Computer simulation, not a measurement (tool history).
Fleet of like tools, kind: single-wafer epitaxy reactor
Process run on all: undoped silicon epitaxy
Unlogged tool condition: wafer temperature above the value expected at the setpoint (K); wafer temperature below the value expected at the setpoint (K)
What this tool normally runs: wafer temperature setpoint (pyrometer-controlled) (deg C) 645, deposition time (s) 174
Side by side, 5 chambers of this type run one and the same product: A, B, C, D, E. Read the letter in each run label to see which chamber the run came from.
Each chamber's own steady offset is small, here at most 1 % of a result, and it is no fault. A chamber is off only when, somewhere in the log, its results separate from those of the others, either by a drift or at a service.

run,day,wafer temperature setpoint (pyrometer-controlled) (deg C),deposition time (s),hours since the last pyrometer calibration,"read-back reference wafer on the same gauge, thickness_nm",mean film thickness on the monitor wafer (nm)
1E,0.308,645,174,813.3,30.303,26.260
2C,0.729,645,174,1243.6,30.306,25.923
3B,1.242,645,174,1283.3,30.312,26.108
4A,1.596,645,174,1122.1,30.289,26.072
5D,1.962,645,174,624.3,30.303,26.208
6D,2.196,645,174,629.9,30.286,26.299
7B,2.525,645,174,1314.1,30.287,26.019
8A,2.829,645,151,1151.7,30.283,22.784
9C,3.225,645,151,1303.5,30.306,22.605
10E,3.696,645,151,894.6,30.299,22.783
11B,4.175,645,151,1353.7,30.284,22.640
# day 4.550: chamber C: pyrometer calibrated
12C,4.633,645,151,2.0,30.291,22.625
13A,5.146,645,174,1207.3,30.300,26.218
14D,5.400,645,174,706.8,30.306,26.214
15E,5.788,645,174,944.8,30.301,26.326
16C,6.133,645,174,38.0,30.298,26.058
17E,6.592,645,174,964.1,30.297,26.332
18B,6.867,645,174,1418.3,30.298,26.250
19D,7.129,645,174,748.3,30.299,26.149
20A,7.550,645,174,1265.0,30.288,26.199
# day 7.975: chamber B: pyrometer calibrated
21D,8.008,645,174,769.4,30.298,26.130
22B,8.512,645,174,12.9,30.300,26.052
23C,8.988,645,174,106.5,30.302,25.900
24E,9.225,658,154,1027.3,30.303,31.024
25A,9.504,658,154,1311.9,30.284,30.618
26A,9.767,658,154,1318.2,30.314,30.696
27D,10.017,658,154,817.6,30.289,30.862
# day 10.042: chamber A: pyrometer calibrated
28E,10.438,658,154,1056.4,30.307,30.950
29B,10.925,645,174,70.8,30.308,26.141
30C,11.238,645,174,160.5,30.314,25.957
31A,11.600,645,174,37.4,30.303,26.187
32B,11.862,645,153,93.3,30.296,22.929
33C,12.129,645,153,181.9,30.299,22.825
34E,12.404,645,153,1103.6,30.296,23.053

The same settings go to every chamber for the next run, one line per chamber below. Forecast the results for each:
35A,12.783,645,152,,,?
35B,12.783,645,152,,,?
35C,12.783,645,152,,,?
35D,12.783,645,152,,,?
35E,12.783,645,152,,,?

run,mean film thickness on the monitor wafer (nm)
35A,22.876
35B,22.858
35C,22.701
35D,22.907
35E,23.017

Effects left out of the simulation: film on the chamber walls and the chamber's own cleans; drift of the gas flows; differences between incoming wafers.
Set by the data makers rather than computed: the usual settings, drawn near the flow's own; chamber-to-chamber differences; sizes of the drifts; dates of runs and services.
